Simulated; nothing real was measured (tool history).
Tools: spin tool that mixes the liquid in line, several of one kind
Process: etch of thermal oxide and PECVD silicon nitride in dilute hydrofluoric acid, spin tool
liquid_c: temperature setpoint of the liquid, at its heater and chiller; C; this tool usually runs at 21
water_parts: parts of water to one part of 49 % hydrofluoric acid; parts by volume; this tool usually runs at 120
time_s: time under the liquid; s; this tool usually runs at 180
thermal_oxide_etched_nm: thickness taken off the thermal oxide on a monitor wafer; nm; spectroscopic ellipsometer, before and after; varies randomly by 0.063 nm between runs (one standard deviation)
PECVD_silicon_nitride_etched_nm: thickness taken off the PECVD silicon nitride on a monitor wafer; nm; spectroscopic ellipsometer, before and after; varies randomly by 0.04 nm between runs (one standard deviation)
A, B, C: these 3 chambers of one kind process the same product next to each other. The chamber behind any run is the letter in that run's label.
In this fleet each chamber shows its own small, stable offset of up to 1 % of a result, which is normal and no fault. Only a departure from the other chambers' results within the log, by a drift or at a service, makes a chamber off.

| run | hour | liquid_c | water_parts | time_s | hours since the thermometer was replaced | hours since the hydrofluoric acid flow meter was replaced | read-back film thickness of the thermal oxide reference wafer, read on the same gauge (nm) | read-back film thickness of the PECVD silicon nitride reference wafer, read on the same gauge (nm) | thermal_oxide_etched_nm | PECVD_silicon_nitride_etched_nm |
|---|---|---|---|---|---|---|---|---|---|---|
| 1A | 2.4 | 21 | 120 | 180 | 1828.9 | 817.1 | 149.99 | 109.99 | 6.4741 | 2.4844 |
| 2C | 6.2 | 21 | 120 | 180 | 514.7 | 384.6 | 150.01 | 110.02 | 6.4587 | 2.5958 |
| 3B | 10.1 | 21 | 120 | 180 | 399.3 | 372.0 | 150.00 | 109.98 | 6.3735 | 2.5203 |
| 4A | 13.7 | 21 | 120 | 180 | 1840.2 | 828.4 | 149.98 | 109.97 | 6.3785 | 2.5236 |
| 5B | 16.0 | 21 | 120 | 180 | 405.2 | 377.9 | 149.98 | 110.03 | 6.4493 | 2.5139 |
| 6C | 19.5 | 25 | 120 | 215 | 528.0 | 397.9 | 149.99 | 109.96 | 9.0076 | 4.0389 |
| 7C | 22.9 | 25 | 120 | 215 | 531.4 | 401.3 | 150.02 | 110.05 | 9.0398 | 3.9415 |
| 8B | 25.8 | 25 | 120 | 215 | 415.0 | 387.7 | 150.00 | 110.00 | 8.8310 | 3.8684 |
| 9A | 28.2 | 21 | 80 | 180 | 1854.7 | 842.9 | 149.94 | 109.99 | 10.0520 | 3.6506 |
| 10A | 32.7 | 21 | 80 | 180 | 1859.2 | 847.4 | 149.97 | 110.04 | 9.9942 | 3.7336 |
| 11C | 36.5 | 21 | 80 | 180 | 545.0 | 414.9 | 150.03 | 110.01 | 10.1670 | 3.7807 |
| 12B | 40.4 | 21 | 120 | 180 | 429.6 | 402.3 | 149.99 | 109.97 | 6.4063 | 2.5460 |
| 13A | 44.5 | 21 | 120 | 180 | 1871.0 | 859.2 | 150.01 | 109.99 | 6.4064 | 2.5329 |
| 14C | 47.4 | 21 | 120 | 180 | 555.9 | 425.8 | 150.00 | 110.00 | 6.4967 | 2.5804 |
| 15B | 49.8 | 21 | 120 | 180 | 439.0 | 411.7 | 150.01 | 109.99 | 6.3725 | 2.4779 |
| 16A | 53.7 | 21 | 85 | 180 | 1880.2 | 868.4 | 149.99 | 109.99 | 9.5672 | 3.5180 |
| 17B | 57.7 | 21 | 85 | 180 | 446.9 | 419.6 | 150.01 | 109.95 | 9.4312 | 3.6490 |
| 18C | 61.2 | 21 | 85 | 180 | 569.7 | 439.6 | 149.94 | 110.01 | 9.3200 | 3.6088 |
| 19A | 63.5 | 21 | 120 | 180 | 1890.0 | 878.2 | 150.00 | 110.01 | 6.4185 | 2.5885 |
| 20C | 66.5 | 21 | 120 | 180 | 575.0 | 444.9 | 149.99 | 110.05 | 6.4895 | 2.6211 |
| 21B | 69.9 | 21 | 120 | 180 | 459.1 | 431.8 | 150.03 | 110.00 | 6.2946 | 2.5389 |
| 22C | 72.3 | 21 | 120 | 180 | 580.8 | 450.7 | 149.97 | 110.02 | 6.4029 | 2.5419 |
| 23A | 76.1 | 21 | 120 | 180 | 1902.6 | 890.8 | 150.02 | 110.01 | 6.4446 | 2.5253 |
| 24B | 78.1 | 21 | 120 | 180 | 467.3 | 440.0 | 150.01 | 110.00 | 6.3746 | 2.5754 |
| 25B | 80.4 | 21 | 120 | 90 | 469.6 | 442.3 | 150.02 | 110.03 | 3.1813 | 1.2643 |
| 26C | 84.9 | 21 | 120 | 90 | 593.4 | 463.3 | 150.02 | 110.01 | 3.1931 | 1.2975 |
| 27A | 89.4 | 21 | 120 | 90 | 1915.9 | 904.1 | 150.02 | 109.99 | 3.2138 | 1.2791 |
| 28B | 92.2 | 21 | 120 | 180 | 481.4 | 454.1 | 149.99 | 110.00 | 6.2564 | 2.5329 |

Which is it: a chamber that has drifted or been left off by a service, a gauge drift common to all chambers, or only each chamber's usual small offset? If a chamber is off, name it and its likeliest cause.

No chamber stands off beyond its own small offset, and the gauge holds steady.

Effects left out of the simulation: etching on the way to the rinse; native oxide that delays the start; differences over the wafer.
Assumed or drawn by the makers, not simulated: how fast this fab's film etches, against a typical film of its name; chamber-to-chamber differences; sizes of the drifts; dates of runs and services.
